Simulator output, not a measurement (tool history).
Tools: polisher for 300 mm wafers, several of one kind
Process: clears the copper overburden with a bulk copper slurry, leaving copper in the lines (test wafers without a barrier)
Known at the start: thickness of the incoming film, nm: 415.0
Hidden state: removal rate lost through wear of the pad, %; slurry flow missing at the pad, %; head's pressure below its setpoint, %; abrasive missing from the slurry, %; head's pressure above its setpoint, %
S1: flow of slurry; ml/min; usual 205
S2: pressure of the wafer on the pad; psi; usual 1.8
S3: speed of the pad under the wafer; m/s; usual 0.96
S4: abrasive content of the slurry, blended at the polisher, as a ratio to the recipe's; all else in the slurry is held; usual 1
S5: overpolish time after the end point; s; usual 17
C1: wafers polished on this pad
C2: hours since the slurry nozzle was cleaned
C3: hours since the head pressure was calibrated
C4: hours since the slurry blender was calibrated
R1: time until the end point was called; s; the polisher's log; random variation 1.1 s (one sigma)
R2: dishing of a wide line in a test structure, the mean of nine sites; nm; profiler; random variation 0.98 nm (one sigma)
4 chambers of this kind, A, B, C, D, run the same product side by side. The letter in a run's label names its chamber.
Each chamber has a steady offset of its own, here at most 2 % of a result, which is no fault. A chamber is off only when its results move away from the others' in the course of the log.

{"hour": 8.1, "done": "chamber C: worn pad replaced by a new one"}
{"run": "1D", "hour": 8.8, "S1": 205, "S2": 1.8, "S3": 0.96, "S4": 1, "S5": 17, "C1": 637, "C2": 160.9, "C3": 134.6, "C4": 37.6, "R1": 63.341, "R2": 55.907}
{"run": "2C", "hour": 17.6, "S1": 205, "S2": 1.8, "S3": 0.96, "S4": 1, "S5": 17, "C1": 81, "C2": 252.8, "C3": 699.1, "C4": 66, "R1": 61.692, "R2": 52.858}
{"hour": 18.5, "done": "chamber A: slurry nozzle cleaned"}
{"run": "3A", "hour": 28.7, "S1": 205, "S2": 1.8, "S3": 0.96, "S4": 1, "S5": 17, "C1": 942, "C2": 10.3, "C3": 498.9, "C4": 423.5, "R1": 61.529, "R2": 55.019}
{"run": "4B", "hour": 34.5, "S1": 205, "S2": 1.8, "S3": 0.96, "S4": 1, "S5": 17, "C1": 622, "C2": 229.5, "C3": 622.1, "C4": 65.9, "R1": 61.511, "R2": 55.502}
{"hour": 36.4, "done": "chamber B: head pressure recalibrated"}
{"run": "5C", "hour": 42.2, "S1": 205, "S2": 1.8, "S3": 0.96, "S4": 1, "S5": 17, "C1": 291, "C2": 277.4, "C3": 723.7, "C4": 90.6, "R1": 61.119, "R2": 55.134}
{"hour": 43.5, "done": "chamber B: worn pad replaced by a new one"}
{"run": "6B", "hour": 53.5, "S1": 205, "S2": 1.6, "S3": 0.66, "S4": 1, "S5": 17, "C1": 86, "C2": 248.5, "C3": 17.1, "C4": 84.9, "R1": 101.18, "R2": 39.547}
{"run": "7D", "hour": 65.1, "S1": 205, "S2": 1.6, "S3": 0.66, "S4": 1, "S5": 17, "C1": 1118, "C2": 217.2, "C3": 190.9, "C4": 93.9, "R1": 104.61, "R2": 39.383}
{"run": "8A", "hour": 71.8, "S1": 205, "S2": 1.6, "S3": 0.66, "S4": 1, "S5": 17, "C1": 1310, "C2": 53.4, "C3": 542, "C4": 466.6, "R1": 105.03, "R2": 39.017}
{"hour": 75.3, "done": "chamber A: slurry blender recalibrated"}
{"hour": 82.9, "done": "chamber C: worn pad replaced by a new one"}
{"hour": 83.4, "done": "chamber A: worn pad replaced by a new one"}
{"run": "9B", "hour": 83.8, "S1": 205, "S2": 1.6, "S3": 0.66, "S4": 1, "S5": 17, "C1": 345, "C2": 278.8, "C3": 47.4, "C4": 115.2, "R1": 99.632, "R2": 39.718}
{"hour": 87.3, "done": "chamber C: slurry blender recalibrated"}
{"run": "10D", "hour": 90.8, "S1": 205, "S2": 1.8, "S3": 0.96, "S4": 1, "S5": 17, "C1": 1337, "C2": 242.9, "C3": 216.6, "C4": 119.6, "R1": 62.742, "R2": 55.914}
{"run": "11C", "hour": 102.9, "S1": 205, "S2": 1.8, "S3": 0.96, "S4": 1, "S5": 17, "C1": 171, "C2": 338.1, "C3": 784.4, "C4": 15.7, "R1": 61.607, "R2": 55.631}
{"run": "12A", "hour": 109.6, "S1": 205, "S2": 1.8, "S3": 0.96, "S4": 1, "S5": 17, "C1": 224, "C2": 91.2, "C3": 579.8, "C4": 34.4, "R1": 60.204, "R2": 54.531}
{"hour": 113.1, "done": "chamber D: worn pad replaced by a new one"}
{"hour": 113.9, "done": "chamber B: slurry blender recalibrated"}
{"run": "13A", "hour": 116.5, "S1": 205, "S2": 1.8, "S3": 0.96, "S4": 1, "S5": 17, "C1": 283, "C2": 98.1, "C3": 586.7, "C4": 41.3, "R1": 61.67, "R2": 53.885}
{"hour": 118.1, "done": "chamber B: worn pad replaced by a new one"}
{"run": "14B", "hour": 123.8, "S1": 205, "S2": 1.8, "S3": 0.96, "S4": 1, "S5": 17, "C1": 49, "C2": 318.8, "C3": 87.4, "C4": 9.9, "R1": 62.937, "R2": 54.482}
{"hour": 127.7, "done": "chamber C: head pressure recalibrated"}
{"run": "15D", "hour": 130.1, "S1": 205, "S2": 1.8, "S3": 0.96, "S4": 1, "S5": 17, "C1": 145, "C2": 282.2, "C3": 255.9, "C4": 158.9, "R1": 61.532, "R2": 53.506}
{"run": "16C", "hour": 139.5, "S1": 205, "S2": 1.8, "S3": 0.96, "S4": 1, "S5": 17, "C1": 484, "C2": 374.7, "C3": 11.9, "C4": 52.3, "R1": 59.782, "R2": 54.899}
{"run": "17C", "hour": 145.4, "S1": 205, "S2": 1.8, "S3": 0.96, "S4": 1, "S5": 17, "C1": 534, "C2": 380.6, "C3": 17.8, "C4": 58.2, "R1": 63.207, "R2": 54.888}
{"run": "18B", "hour": 155.1, "S1": 150, "S2": 1.8, "S3": 1.14, "S4": 1, "S5": 17, "C1": 316, "C2": 350.1, "C3": 118.7, "C4": 41.2, "R1": 54.819, "R2": 57.676}
{"hour": 155.9, "done": "chamber D: slurry blender recalibrated"}
{"run": "19A", "hour": 162.4, "S1": 150, "S2": 1.8, "S3": 1.14, "S4": 1, "S5": 17, "C1": 675, "C2": 144, "C3": 632.6, "C4": 87.2, "R1": 53.25, "R2": 56.854}
{"hour": 167.3, "done": "chamber C: worn pad replaced by a new one"}
{"run": "20D", "hour": 171.0, "S1": 150, "S2": 1.8, "S3": 1.14, "S4": 1, "S5": 17, "C1": 494, "C2": 323.1, "C3": 296.8, "C4": 15.1, "R1": 55.74, "R2": 56.781}
{"run": "21D", "hour": 179.7, "S1": 150, "S2": 1.8, "S3": 1.14, "S4": 1, "S5": 17, "C1": 569, "C2": 331.8, "C3": 305.5, "C4": 23.8, "R1": 56.252, "R2": 58.911}
{"hour": 188.0, "done": "chamber B: worn pad replaced by a new one"}
{"run": "22C", "hour": 189.6, "S1": 205, "S2": 1.8, "S3": 0.96, "S4": 1, "S5": 17, "C1": 190, "C2": 424.8, "C3": 62, "C4": 102.4, "R1": 59.874, "R2": 55.809}
{"run": "23A", "hour": 196.7, "S1": 205, "S2": 1.8, "S3": 0.96, "S4": 1, "S5": 17, "C1": 968, "C2": 178.3, "C3": 666.9, "C4": 121.5, "R1": 62.921, "R2": 54.37}
{"run": "24B", "hour": 202.3, "S1": 205, "S2": 1.8, "S3": 0.96, "S4": 1, "S5": 17, "C1": 122, "C2": 397.3, "C3": 165.9, "C4": 88.4, "R1": 61.501, "R2": 55.888}
{"run": "25B", "hour": 213.2, "S1": 205, "S2": 1.8, "S3": 0.96, "S4": 1, "S5": 17, "C1": 215, "C2": 408.2, "C3": 176.8, "C4": 99.3, "R1": 61.729, "R2": 51.634}
{"hour": 214.1, "done": "chamber C: slurry blender recalibrated"}
{"hour": 215.0, "done": "chamber B: slurry nozzle cleaned"}
{"run": "26A", "hour": 221.2, "S1": 205, "S2": 1.8, "S3": 0.96, "S4": 1, "S5": 17, "C1": 1177, "C2": 202.8, "C3": 691.4, "C4": 146, "R1": 61.323, "R2": 53.36}
{"run": "27C", "hour": 227.2, "S1": 205, "S2": 1.8, "S3": 0.96, "S4": 1, "S5": 17, "C1": 511, "C2": 462.4, "C3": 99.6, "C4": 13.2, "R1": 63.149, "R2": 54.015}
{"hour": 230.0, "done": "chamber C: slurry nozzle cleaned"}
{"run": "28D", "hour": 232.9, "S1": 205, "S2": 1.8, "S3": 0.96, "S4": 1, "S5": 17, "C1": 1023, "C2": 385, "C3": 358.7, "C4": 77, "R1": 61.66, "R2": 54.188}
{"hour": 234.8, "done": "chamber A: worn pad replaced by a new one"}
{"hour": 238.0, "done": "chamber D: head pressure recalibrated"}
{"run": "29A", "hour": 241.4, "S1": 205, "S2": 1.8, "S3": 0.96, "S4": 0.9, "S5": 17, "C1": 57, "C2": 223, "C3": 711.6, "C4": 166.2, "R1": 64.129, "R2": 55.878}
{"hour": 246.6, "done": "chamber B: slurry blender recalibrated"}
{"run": "30B", "hour": 249.2, "S1": 205, "S2": 1.8, "S3": 0.96, "S4": 0.9, "S5": 17, "C1": 523, "C2": 34.2, "C3": 212.8, "C4": 2.6, "R1": 63.242, "R2": 54.227}
{"hour": 249.4, "done": "chamber C: worn pad replaced by a new one"}
{"hour": 253.5, "done": "chamber D: worn pad replaced by a new one"}
{"hour": 257.0, "done": "chamber B: worn pad replaced by a new one"}
{"run": "31C", "hour": 261.3, "S1": 205, "S2": 1.8, "S3": 0.96, "S4": 0.9, "S5": 17, "C1": 102, "C2": 31.3, "C3": 133.7, "C4": 47.3, "R1": 63.232, "R2": 54.321}
{"run": "32D", "hour": 268.1, "S1": 205, "S2": 1.8, "S3": 0.96, "S4": 0.9, "S5": 17, "C1": 124, "C2": 420.2, "C3": 30.1, "C4": 112.2, "R1": 64.94, "R2": 53.752}
{"run": "33C", "hour": 275.7, "S1": 205, "S2": 1.8, "S3": 0.96, "S4": 1, "S5": 17, "C1": 225, "C2": 45.7, "C3": 148.1, "C4": 61.7, "R1": 60.014, "R2": 55.206}
{"run": "34A", "hour": 283.4, "S1": 205, "S2": 1.8, "S3": 0.96, "S4": 1, "S5": 17, "C1": 415, "C2": 265, "C3": 753.6, "C4": 208.2, "R1": 62.064, "R2": 53.652}
{"run": "35D", "hour": 293.2, "S1": 205, "S2": 1.8, "S3": 0.96, "S4": 1, "S5": 17, "C1": 339, "C2": 445.3, "C3": 55.2, "C4": 137.3, "R1": 62.682, "R2": 54.283}
{"run": "36B", "hour": 303.6, "S1": 205, "S2": 1.8, "S3": 0.96, "S4": 1, "S5": 17, "C1": 398, "C2": 88.6, "C3": 267.2, "C4": 57, "R1": 63.528, "R2": 55.452}
{"run": "37D", "hour": 311.8, "S1": 205, "S2": 1.8, "S3": 0.96, "S4": 1.25, "S5": 17, "C1": 498, "C2": 463.9, "C3": 73.8, "C4": 155.9, "R1": 60.364, "R2": 56.852}
{"hour": 316.8, "done": "chamber C: worn pad replaced by a new one"}
{"hour": 320.7, "done": "chamber A: head pressure recalibrated"}
{"run": "38B", "hour": 320.9, "S1": 205, "S2": 1.8, "S3": 0.96, "S4": 1.25, "S5": 17, "C1": 546, "C2": 105.9, "C3": 284.5, "C4": 74.3, "R1": 61.635, "R2": 55.499}
{"run": "39C", "hour": 326.9, "S1": 205, "S2": 1.8, "S3": 0.96, "S4": 1.25, "S5": 17, "C1": 86, "C2": 96.9, "C3": 199.3, "C4": 112.9, "R1": 60.917, "R2": 56.716}
{"hour": 332.7, "done": "chamber B: worn pad replaced by a new one"}
{"run": "40A", "hour": 337.4, "S1": 205, "S2": 1.8, "S3": 0.96, "S4": 1.25, "S5": 17, "C1": 877, "C2": 319, "C3": 16.8, "C4": 262.2, "R1": 58.008, "R2": 56.625}
{"run": "41B", "hour": 346.9, "S1": 205, "S2": 1.8, "S3": 0.96, "S4": 1, "S5": 17, "C1": 121, "C2": 131.9, "C3": 310.5, "C4": 100.3, "R1": 62.808, "R2": 55.769}

Next, every chamber runs the same settings. What will each give?
{"run": "42A", "hour": 355.5, "S1": 205, "S2": 2.2, "S3": 0.96, "S4": 1, "S5": 17, "R1": "?", "R2": "?"}
{"run": "42B", "hour": 355.5, "S1": 205, "S2": 2.2, "S3": 0.96, "S4": 1, "S5": 17, "R1": "?", "R2": "?"}
{"run": "42C", "hour": 355.5, "S1": 205, "S2": 2.2, "S3": 0.96, "S4": 1, "S5": 17, "R1": "?", "R2": "?"}
{"run": "42D", "hour": 355.5, "S1": 205, "S2": 2.2, "S3": 0.96, "S4": 1, "S5": 17, "R1": "?", "R2": "?"}

run=42A R1=50.63 R2=62.691
run=42B R1=53.464 R2=63.745
run=42C R1=51.115 R2=61.644
run=42D R1=51.462 R2=61.207
